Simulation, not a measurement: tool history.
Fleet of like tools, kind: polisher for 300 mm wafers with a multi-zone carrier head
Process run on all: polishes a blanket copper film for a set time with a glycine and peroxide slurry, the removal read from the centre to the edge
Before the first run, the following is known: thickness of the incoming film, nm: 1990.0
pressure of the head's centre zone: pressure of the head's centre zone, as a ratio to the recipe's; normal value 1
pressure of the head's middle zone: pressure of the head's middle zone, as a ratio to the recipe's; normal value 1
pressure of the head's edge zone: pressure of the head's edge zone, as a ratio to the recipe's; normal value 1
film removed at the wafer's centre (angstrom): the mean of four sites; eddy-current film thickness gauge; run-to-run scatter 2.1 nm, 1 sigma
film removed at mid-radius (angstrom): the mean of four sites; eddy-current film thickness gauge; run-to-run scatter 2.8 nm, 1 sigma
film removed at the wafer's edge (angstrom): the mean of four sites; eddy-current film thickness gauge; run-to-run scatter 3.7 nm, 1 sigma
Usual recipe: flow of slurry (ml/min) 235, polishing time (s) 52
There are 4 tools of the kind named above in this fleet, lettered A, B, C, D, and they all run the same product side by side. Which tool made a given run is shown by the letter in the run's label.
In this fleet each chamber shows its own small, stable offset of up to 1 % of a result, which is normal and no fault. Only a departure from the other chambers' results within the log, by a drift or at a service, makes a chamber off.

run   hour  flow of slurry (ml/min)  pressure of the head's centre zone  pressure of the head's middle zone  pressure of the head's edge zone  polishing time (s)  wafers polished on this pad  hours since the slurry nozzle was cleaned  hours since the centre zone pressure was calibrated  hours since the edge zone pressure was calibrated  film removed at the wafer's centre (angstrom)  film removed at mid-radius (angstrom)  film removed at the wafer's edge (angstrom)
 1A    2.9                      235                                   1                                   1                                 1                  52                          775                                      295.4                                                284.9                                                380                                         2562.6                                 2646.1                                       2659.9
 2C    5.9                      235                                   1                                   1                                 1                  52                         1049                                       16.2                                                 40.3                                              336.7                                         2610.6                                 2610.5                                       2553.5
       7.6  -- chamber C: worn pad replaced by a new one
       8.8  -- chamber D: worn pad replaced by a new one
 3B   10.5                      235                                   1                                   1                                 1                  52                          946                                      519.5                                                276.3                                              650.2                                           2592                                 2564.9                                       2534.5
 4D   14.5                      235                                   1                                   1                                 1                  52                           81                                      104.2                                                  891                                              983.1                                         2575.7                                 2599.9                                       2553.5
 5C   19.1                      235                                   1                                   1                                 1                  52                          164                                       29.4                                                 53.5                                              349.9                                         2608.8                                   2592                                       2551.5
 6A     24                      235                                   1                                   1                              1.07                  52                         1077                                      316.5                                                  306                                              401.1                                         2549.2                                   2579                                       2726.3
 7B   26.8                      235                                   1                                   1                              1.07                  52                         1179                                      535.8                                                292.6                                              666.5                                         2591.3                                 2561.1                                       2740.8
      29.1  -- chamber A: worn pad replaced by a new one
 8D   29.7                      235                                   1                                   1                              1.07                  52                          299                                      119.4                                                906.2                                              998.3                                         2624.6                                 2553.7                                         2715
 9C   34.2                      235                                   1                                   1                              1.07                  52                          381                                       44.5                                                 68.6                                                365                                         2611.3                                 2619.5                                       2694.2
10D   37.3                      235                                   1                                   1                                 1                  52                          408                                        127                                                913.8                                             1005.9                                         2589.6                                 2651.9                                         2594
      38.2  -- chamber B: worn pad replaced by a new one
11B   41.4                      235                                   1                                   1                                 1                  52                           45                                      550.4                                                307.2                                              681.1                                           2625                                 2590.5                                       2599.8
12A   43.9                      235                                   1                                   1                                 1                  52                          212                                      336.4                                                325.9                                                421                                         2615.9                                 2639.8                                       2673.4
13A   47.2                      235                                   1                                0.94                                 1                  52                          259                                      339.7                                                329.2                                              424.3                                           2606                                 2470.3                                       2671.3
14B   52.1                      235                                   1                                0.94                                 1                  52                          199                                      561.1                                                317.9                                              691.8                                         2631.6                                 2419.3                                       2614.2
      54.7  -- chamber D: centre zone pressure recalibrated
15C   55.9                      235                                   1                                0.94                                 1                  52                          691                                       66.2                                                 90.3                                              386.7                                           2612                                 2436.9                                       2607.9
16D   59.5                      235                                   1                                0.94                                 1                  52                          726                                      149.2                                                  4.8                                             1028.1                                         2458.9                                 2418.2                                       2640.1
17A   61.8                      235                                   1                                   1                                 1                  52                          468                                      354.3                                                343.8                                              438.9                                         2610.7                                 2597.1                                       2566.5
18D   66.1                      235                                   1                                   1                                 1                  52                          820                                      155.8                                                 11.4                                             1034.7                                         2429.6                                 2624.8                                       2564.7
19B   68.5                      235                                   1                                   1                               1.1                  52                          434                                      577.5                                                334.3                                              708.2                                         2607.3                                 2624.6                                       2687.2
20C   72.5                      235                                   1                                   1                               1.1                  52                          929                                       82.8                                                106.9                                              403.3                                         2587.7                                 2612.4                                       2793.2
21A   75.4                      235                                   1                                   1                               1.1                  52                          663                                      367.9                                                357.4                                              452.5                                         2613.5                                   2646                                         2741
22D   79.4                      235                                   1                                   1                               1.1                  52                         1011                                      169.1                                                 24.7                                               1048                                         2481.8                                 2619.2                                       2658.2
23B   83.3                      235                                   1                                   1                                 1                  52                          645                                      592.3                                                349.1                                                723                                         2545.8                                 2604.1                                       2640.7
        85  -- chamber C: worn pad replaced by a new one
24C   87.2                      235                                   1                                1.09                                 1                  52                           32                                       97.5                                                121.6                                                418                                         2601.1                                 2772.2                                       2572.3
25D   90.9                      235                                   1                                1.09                                 1                  52                         1175                                      180.6                                                 36.2                                             1059.5                                         2421.3                                 2784.2                                       2632.4
      91.3  -- chamber D: worn pad replaced by a new one
26C   95.2                      235                                   1                                1.09                                 1                  52                          147                                      105.5                                                129.6                                                426                                         2606.2                                 2847.5                                         2630
27B  100.1                      235                                   1                                1.09                                 1                  52                          886                                      609.1                                                365.9                                              739.8                                         2611.2                                 2798.4                                       2590.4
28A  104.8                      235                                   1                                   1                                 1                  52                         1084                                      397.3                                                386.8                                              481.9                                         2603.7                                 2615.9                                       2643.6
29D  107.6                      235                                   1                                   1                                 1                  52                          234                                      197.3                                                 52.9                                             1076.2                                         2484.1                                 2598.7                                       2556.2
30A  110.3                      235                                   1                                   1                                 1                  52                         1163                                      402.8                                                392.3                                              487.4                                         2597.4                                 2586.2                                       2608.1
31C  114.6                      235                                   1                                   1                                 1                  52                          425                                      124.9                                                  149                                              445.4                                         2587.4                                 2575.3                                       2584.3
32B  119.5                      235                                   1                                   1                                 1                  52                         1164                                      628.5                                                385.3                                              759.2                                         2596.8                                 2588.8                                         2561
33B  121.9                      235                                   1                                   1                                 1                  52                         1198                                      630.9                                                387.7                                              761.6                                         2578.5                                 2601.2                                       2629.5

What goes on in this fleet: one chamber off, a drifting gauge, or nothing beyond the chambers' own small offsets? Name the chamber and the cause, if any.

Chamber D came out of a service off from its peers and stayed that way.
Likeliest cause: centre zone's pressure below its setpoint, % = 5.06.

Which of the 4 candidates below, each the usual settings with something changed and its results left as question marks, puts chamber D back in line with what the other chambers give on the usual settings?
In-line tolerance around the mean of the other chambers on the usual settings: film removed at the wafer's centre (angstrom) 73; film removed at mid-radius (angstrom) 97; film removed at the wafer's edge (angstrom) 130
34D-1  125.4                      230                                0.91                                1.01                              1.04                  51                                                                                                                                                                                                                              ?                                      ?                                            ?
34D-2  125.4                      230                                0.96                                1.01                              1.02                  52                                                                                                                                                                                                                              ?                                      ?                                            ?
34D-3  125.4                      240                                1.09                                0.99                              0.96                  53                                                                                                                                                                                                                              ?                                      ?                                            ?
34D-4  125.4                      240                                1.04                                0.99                              0.98                  52                                                                                                                                                                                                                              ?                                      ?                                            ?

The mean the other chambers reach with the usual settings: film removed at the wafer's centre (angstrom) 2598.1; film removed at mid-radius (angstrom) 2601; film removed at the wafer's edge (angstrom) 2605.2
  run  film removed at the wafer's centre (angstrom)  film removed at mid-radius (angstrom)  film removed at the wafer's edge (angstrom)
34D-1                                           2169                                 2554.5                                       2576.4
34D-2                                         2345.1                                   2604                                       2599.8
34D-3                                         2759.6                                 2617.7                                       2577.6
34D-4                                         2573.3                                 2568.9                                       2556.3
34D-4 brings the chamber back in line.
